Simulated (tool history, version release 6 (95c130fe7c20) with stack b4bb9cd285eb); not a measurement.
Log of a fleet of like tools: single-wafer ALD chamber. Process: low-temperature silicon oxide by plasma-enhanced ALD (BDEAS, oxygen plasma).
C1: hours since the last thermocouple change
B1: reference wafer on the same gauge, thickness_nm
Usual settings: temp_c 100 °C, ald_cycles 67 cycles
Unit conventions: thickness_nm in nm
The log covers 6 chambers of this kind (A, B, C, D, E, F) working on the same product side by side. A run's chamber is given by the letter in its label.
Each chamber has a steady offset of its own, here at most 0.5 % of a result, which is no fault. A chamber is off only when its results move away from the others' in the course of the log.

{"run": "1A", "hour": 6.5, "temp_c": 100, "ald_cycles": 67, "C1": 769, "B1": 8.2914, "thickness_nm": 9.5125}
{"run": "2C", "hour": 11.0, "temp_c": 100, "ald_cycles": 67, "C1": 1516, "B1": 8.2914, "thickness_nm": 9.5563}
{"run": "3B", "hour": 19.7, "temp_c": 100, "ald_cycles": 67, "C1": 459.7, "B1": 8.2929, "thickness_nm": 9.5935}
{"run": "4F", "hour": 27.6, "temp_c": 100, "ald_cycles": 67, "C1": 464.6, "B1": 8.289, "thickness_nm": 9.5767}
{"run": "5E", "hour": 35.3, "temp_c": 100, "ald_cycles": 67, "C1": 709.8, "B1": 8.2861, "thickness_nm": 9.6385}
{"run": "6D", "hour": 42.9, "temp_c": 100, "ald_cycles": 67, "C1": 1104.4, "B1": 8.2907, "thickness_nm": 9.5762}
{"run": "7B", "hour": 50.3, "temp_c": 100, "ald_cycles": 67, "C1": 490.3, "B1": 8.2932, "thickness_nm": 9.6037}
{"run": "8F", "hour": 55.5, "temp_c": 100, "ald_cycles": 67, "C1": 492.5, "B1": 8.288, "thickness_nm": 9.5594}
{"run": "9E", "hour": 60.1, "temp_c": 100, "ald_cycles": 67, "C1": 734.6, "B1": 8.2935, "thickness_nm": 9.6206}
{"run": "10C", "hour": 66.1, "temp_c": 100, "ald_cycles": 67, "C1": 1571.1, "B1": 8.2933, "thickness_nm": 9.5489}
{"run": "11A", "hour": 72.8, "temp_c": 100, "ald_cycles": 67, "C1": 835.3, "B1": 8.2894, "thickness_nm": 9.5656}
{"run": "12D", "hour": 82.1, "temp_c": 100, "ald_cycles": 67, "C1": 1143.6, "B1": 8.2907, "thickness_nm": 9.6115}
{"run": "13B", "hour": 90.5, "temp_c": 100, "ald_cycles": 67, "C1": 530.5, "B1": 8.2924, "thickness_nm": 9.587}
{"run": "14F", "hour": 100.0, "temp_c": 100, "ald_cycles": 67, "C1": 537, "B1": 8.2866, "thickness_nm": 9.5552}
{"run": "15E", "hour": 108.4, "temp_c": 100, "ald_cycles": 67, "C1": 782.9, "B1": 8.2901, "thickness_nm": 9.6134}
{"run": "16A", "hour": 115.9, "temp_c": 100, "ald_cycles": 67, "C1": 878.4, "B1": 8.2947, "thickness_nm": 9.5484}
{"run": "17D", "hour": 125.9, "temp_c": 100, "ald_cycles": 67, "C1": 1187.4, "B1": 8.2932, "thickness_nm": 9.6131}
{"hour": 127.4, "done": "chamber D: thermocouple changed; heater temperature recalibrated"}
{"run": "18C", "hour": 134.7, "temp_c": 100, "ald_cycles": 67, "C1": 1639.7, "B1": 8.2877, "thickness_nm": 9.5635}
{"run": "19F", "hour": 141.7, "temp_c": 100, "ald_cycles": 67, "C1": 578.7, "B1": 8.2841, "thickness_nm": 9.5842}
{"run": "20C", "hour": 148.1, "temp_c": 100, "ald_cycles": 67, "C1": 1653.1, "B1": 8.2881, "thickness_nm": 9.5643}
{"run": "21E", "hour": 157.0, "temp_c": 100, "ald_cycles": 67, "C1": 831.5, "B1": 8.2954, "thickness_nm": 9.6107}
{"run": "22B", "hour": 164.1, "temp_c": 100, "ald_cycles": 67, "C1": 604.1, "B1": 8.2876, "thickness_nm": 9.5947}
{"run": "23D", "hour": 171.9, "temp_c": 100, "ald_cycles": 67, "C1": 44.5, "B1": 8.2925, "thickness_nm": 9.6475}
{"run": "24A", "hour": 181.5, "temp_c": 100, "ald_cycles": 67, "C1": 944, "B1": 8.2884, "thickness_nm": 9.556}
{"run": "25C", "hour": 190.0, "temp_c": 100, "ald_cycles": 67, "C1": 1695, "B1": 8.2927, "thickness_nm": 9.5005}
{"run": "26F", "hour": 196.8, "temp_c": 100, "ald_cycles": 67, "C1": 633.8, "B1": 8.2913, "thickness_nm": 9.5812}
{"run": "27D", "hour": 202.9, "temp_c": 100, "ald_cycles": 67, "C1": 75.5, "B1": 8.2879, "thickness_nm": 9.6244}
{"run": "28B", "hour": 208.0, "temp_c": 110, "ald_cycles": 80, "C1": 648, "B1": 8.2901, "thickness_nm": 11.227}
{"run": "29A", "hour": 215.9, "temp_c": 110, "ald_cycles": 80, "C1": 978.4, "B1": 8.2908, "thickness_nm": 11.199}
{"run": "30E", "hour": 224.1, "temp_c": 110, "ald_cycles": 80, "C1": 898.6, "B1": 8.2881, "thickness_nm": 11.256}
{"run": "31C", "hour": 228.9, "temp_c": 110, "ald_cycles": 80, "C1": 1733.9, "B1": 8.2918, "thickness_nm": 11.198}
{"run": "32A", "hour": 237.8, "temp_c": 110, "ald_cycles": 80, "C1": 1000.3, "B1": 8.2876, "thickness_nm": 11.186}
{"run": "33E", "hour": 246.3, "temp_c": 110, "ald_cycles": 80, "C1": 920.8, "B1": 8.2874, "thickness_nm": 11.237}
{"run": "34B", "hour": 252.8, "temp_c": 100, "ald_cycles": 67, "C1": 692.8, "B1": 8.2917, "thickness_nm": 9.5772}
{"run": "35D", "hour": 263.1, "temp_c": 100, "ald_cycles": 67, "C1": 135.7, "B1": 8.2939, "thickness_nm": 9.6308}
{"run": "36F", "hour": 272.8, "temp_c": 100, "ald_cycles": 67, "C1": 709.8, "B1": 8.2957, "thickness_nm": 9.5836}
{"run": "37E", "hour": 282.3, "temp_c": 100, "ald_cycles": 67, "C1": 956.8, "B1": 8.2922, "thickness_nm": 9.6002}
{"run": "38A", "hour": 287.5, "temp_c": 100, "ald_cycles": 67, "C1": 1050, "B1": 8.2916, "thickness_nm": 9.5356}
{"run": "39D", "hour": 296.0, "temp_c": 100, "ald_cycles": 67, "C1": 168.6, "B1": 8.2937, "thickness_nm": 9.6154}
{"run": "40C", "hour": 303.2, "temp_c": 100, "ald_cycles": 67, "C1": 1808.2, "B1": 8.2846, "thickness_nm": 9.5521}
{"run": "41B", "hour": 313.3, "temp_c": 100, "ald_cycles": 67, "C1": 753.3, "B1": 8.2895, "thickness_nm": 9.6021}
{"run": "42F", "hour": 319.7, "temp_c": 100, "ald_cycles": 67, "C1": 756.7, "B1": 8.2872, "thickness_nm": 9.5358}
{"run": "43A", "hour": 327.8, "temp_c": 108, "ald_cycles": 63, "C1": 1090.3, "B1": 8.293, "thickness_nm": 8.8539}
{"run": "44C", "hour": 334.4, "temp_c": 108, "ald_cycles": 63, "C1": 1839.4, "B1": 8.2907, "thickness_nm": 8.8459}

One chamber off, gauge drift, or nothing amiss beyond the chambers' own small offsets? If it is a chamber, which one, and what is the likeliest cause?

No chamber is off and the gauge is stable; the differences are just each chamber's small, constant offset.
